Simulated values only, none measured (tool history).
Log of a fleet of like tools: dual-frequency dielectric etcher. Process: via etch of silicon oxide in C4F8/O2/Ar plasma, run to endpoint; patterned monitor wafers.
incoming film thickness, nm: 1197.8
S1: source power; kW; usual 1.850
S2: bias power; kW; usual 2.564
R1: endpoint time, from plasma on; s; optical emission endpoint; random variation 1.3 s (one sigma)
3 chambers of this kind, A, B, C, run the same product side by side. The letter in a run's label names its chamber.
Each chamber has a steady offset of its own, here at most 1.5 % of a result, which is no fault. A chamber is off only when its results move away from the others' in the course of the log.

run,hour,S1,S2,R1
1A,6.8,1.850,2.564,224.53
2B,11.6,1.850,2.564,223.83
# hour 15.0: chamber C: wet clean of the chamber
3C,15.4,1.850,2.564,226.58
4B,22.5,1.850,2.564,225.09
5C,26.4,1.850,2.564,228.96
6A,30.9,1.850,2.564,225.00
7A,34.9,1.850,2.564,224.92
8B,39.6,1.850,2.564,224.37
9C,43.6,1.850,2.564,226.98
10C,50.4,1.480,2.971,236.87
11A,57.0,1.480,2.971,234.15
12B,61.0,1.480,2.971,235.76
# hour 63.6: chamber C: bias power generator calibrated
13A,65.9,1.850,2.564,228.37
14C,71.0,1.850,2.564,226.68
15B,75.3,1.850,2.564,223.50
16A,79.3,1.850,2.564,221.69
17C,82.8,1.850,2.564,227.54
18B,88.7,1.850,2.564,223.74
19B,95.2,1.850,2.564,224.24
20C,102.3,1.850,2.564,227.35
21A,107.7,1.850,2.564,224.24
22A,112.4,1.850,2.564,222.45
23B,118.6,1.850,2.564,223.94
24C,124.0,1.850,2.564,226.38
25B,129.5,1.850,2.564,224.68
# hour 131.3: chamber C: source power generator calibrated
26C,132.9,1.850,2.564,225.30
27A,136.4,1.850,2.564,218.60
28C,143.1,1.850,2.564,224.80
29B,148.8,1.850,2.564,222.91
30A,152.3,1.850,2.564,217.06
31A,156.6,1.850,2.564,219.26
32C,163.5,1.990,2.234,229.98

Next, every chamber runs the same settings. What will each give?
33A,168.8,1.850,2.564,?
33B,168.8,1.850,2.564,?
33C,168.8,1.850,2.564,?

run,R1
33A,215.93
33B,223.95
33C,224.35
